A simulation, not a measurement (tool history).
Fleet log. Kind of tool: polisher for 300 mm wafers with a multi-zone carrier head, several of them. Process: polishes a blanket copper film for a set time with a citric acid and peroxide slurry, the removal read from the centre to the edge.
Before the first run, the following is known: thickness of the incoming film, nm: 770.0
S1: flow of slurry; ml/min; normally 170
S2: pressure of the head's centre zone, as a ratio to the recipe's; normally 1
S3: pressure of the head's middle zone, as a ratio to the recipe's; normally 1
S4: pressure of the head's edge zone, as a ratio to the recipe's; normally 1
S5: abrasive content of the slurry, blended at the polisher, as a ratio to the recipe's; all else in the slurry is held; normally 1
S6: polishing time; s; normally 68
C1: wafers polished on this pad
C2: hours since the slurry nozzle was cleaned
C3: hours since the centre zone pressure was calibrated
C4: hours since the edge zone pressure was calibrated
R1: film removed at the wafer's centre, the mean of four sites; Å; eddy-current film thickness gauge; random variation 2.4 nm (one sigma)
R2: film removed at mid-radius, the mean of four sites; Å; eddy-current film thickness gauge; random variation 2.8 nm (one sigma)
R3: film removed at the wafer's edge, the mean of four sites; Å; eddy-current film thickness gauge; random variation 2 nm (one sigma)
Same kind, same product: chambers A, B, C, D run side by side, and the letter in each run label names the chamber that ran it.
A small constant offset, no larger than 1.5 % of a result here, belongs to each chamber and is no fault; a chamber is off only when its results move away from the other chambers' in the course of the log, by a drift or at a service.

run,hour,S1,S2,S3,S4,S5,S6,C1,C2,C3,C4,R1,R2,R3
1A,11.4,170,1,1,1,1,68,198,412.4,237.6,223,1997.6,1951.4,1938.8
2D,18.8,170,1,1,1,1,68,396,244.2,60.4,505.8,1912.8,1902.7,1920.5
3B,26.3,170,1,1,1,1,68,617,757.7,947.1,472.3,2015.3,1951.7,1955.4
# hour 27.2: chamber B: slurry nozzle cleaned
4C,37.8,170,1,1,1,1,68,544,268.4,458.6,406,1937.6,1940.1,1948.1
5D,49.8,170,1,1,1,1,68,711,275.2,91.4,536.8,1959.9,1924.7,1916.4
# hour 58.1: chamber D: worn pad replaced by a new one
6C,59.1,170,1,1,1,1,68,760,289.7,479.9,427.3,1954.2,1939,1966.5
# hour 64.1: chamber A: worn pad replaced by a new one
7B,67.7,170,1,1,1,1,79,1038,40.5,988.5,513.7,2269,2215.4,2266.7
# hour 71: chamber C: worn pad replaced by a new one
8A,79.9,170,1,1,1,1,79,161,480.9,306.1,291.5,2270.9,2273.2,2261.7
9C,91.8,170,1,1,1,1,79,211,322.4,512.6,460,2277.6,2298.8,2227.4
10D,100.3,170,1,1,1,1,79,428,325.7,141.9,587.3,2226.8,2253.9,2228.4
# hour 105.7: chamber B: worn pad replaced by a new one
11A,106.2,170,1,1,1,1,68,428,507.2,332.4,317.8,1897.7,1951,1950.5
12B,116.3,170,1,1,1,1,68,108,89.1,1037.1,562.3,2003.7,1913.6,1952.6
13D,122.1,170,1,1,1,1,68,649,347.5,163.7,609.1,1921,1921.6,1925.9
14A,132.2,170,1,1,1,1,68,692,533.2,358.4,343.8,1939.8,1943.7,1938.9
# hour 133.6: chamber D: worn pad replaced by a new one
# hour 139.4: chamber A: worn pad replaced by a new one
15C,139.7,170,1,1,0.95,1,46,697,370.3,560.5,507.9,1335.3,1288,1285.9
16B,145.9,170,1,1,0.95,1,46,408,118.7,1066.7,591.9,1357.9,1312.8,1281.4
# hour 153.8: chamber C: worn pad replaced by a new one
# hour 155.1: chamber D: slurry nozzle cleaned
17C,157.5,170,1,1,0.95,1,46,37,388.1,578.3,525.7,1313.4,1310.4,1292.9
18B,164.3,170,1,1,0.95,1,46,595,137.1,1085.1,610.3,1356.9,1302.5,1261.9
19D,175.7,170,1,1,1,1,68,427,20.7,217.3,662.7,1885.1,1956.9,1961.2
20A,186.1,170,1,1,1,1,68,474,587.1,412.3,397.7,1966.5,1921.4,1957.9
21C,197.8,170,1,1,1,0.8,68,447,428.4,618.6,566,1806.4,1858.7,1854.1
# hour 199.8: chamber D: worn pad replaced by a new one
# hour 200.3: chamber A: worn pad replaced by a new one
# hour 204.3: chamber A: centre zone pressure recalibrated
22B,210.4,170,1,1,1,0.8,68,1063,183.2,1131.2,656.4,1908.9,1842.8,1856.3
# hour 210.5: chamber B: centre zone pressure recalibrated
# hour 219.7: chamber A: edge zone pressure recalibrated
23A,222.1,170,1,1,1,0.8,68,221,623.1,17.9,2.4,1871.6,1832.8,1880.8
# hour 227.6: chamber B: worn pad replaced by a new one
# hour 234.1: chamber C: worn pad replaced by a new one
24D,234.4,170,1,1,1,0.8,68,351,79.4,276,721.4,1860.7,1836.7,1819.7
25D,240.5,170,1,1,0.91,1,68,413,85.5,282.1,727.5,1937.3,1904.3,1812.9
26A,252.8,170,1,1,0.91,1,68,533,653.8,48.6,33.1,1953.7,1951.1,1868.1
# hour 259.8: chamber A: worn pad replaced by a new one
27B,263.2,170,1,1,0.91,1,68,361,236,52.7,709.2,1965,1899.9,1838.9
# hour 266.9: chamber D: worn pad replaced by a new one
# hour 268.9: chamber A: slurry nozzle cleaned
28C,269.9,170,1,1,0.91,1,68,364,500.5,690.7,638.1,1815.2,1861.5,1806.3
29C,277.7,170,1,1,1,1,68,443,508.3,698.5,645.9,1837.8,1847.7,1855.1
30A,284.4,170,1,1,1,1,68,249,15.6,80.2,64.7,1972.1,1963.5,1964.9
31D,295.9,170,1,1,1,1,68,295,140.9,337.5,782.9,1921.8,1936.6,1920.7
32B,307.7,170,1,1,1,1,68,813,280.5,97.2,753.7,1921.4,1903.8,1948.3
# hour 311.8: chamber C: worn pad replaced by a new one
33C,319.8,170,1,1,1,1,68,81,550.4,740.6,688,1792.5,1784.8,1822.8
# hour 328.2: chamber A: worn pad replaced by a new one
34B,331.9,170,1,1,1,1,68,1059,304.7,121.4,777.9,1957.8,1904.2,1929.7
35A,341.8,170,1,0.96,1,1,68,138,73,137.6,122.1,1974.3,1926.3,1937.3

All chambers now run identical settings, listed one chamber a line with results as question marks. What results will each chamber show?
36A,350.9,170,1,1,0.9,1,68,,,,,?,?,?
36B,350.9,170,1,1,0.9,1,68,,,,,?,?,?
36C,350.9,170,1,1,0.9,1,68,,,,,?,?,?
36D,350.9,170,1,1,0.9,1,68,,,,,?,?,?

run,R1,R2,R3
36A,1940.9,1960.6,1843.1
36B,1941.6,1939,1819.3
36C,1711.5,1737.7,1753.9
36D,1916.8,1949.2,1801.6
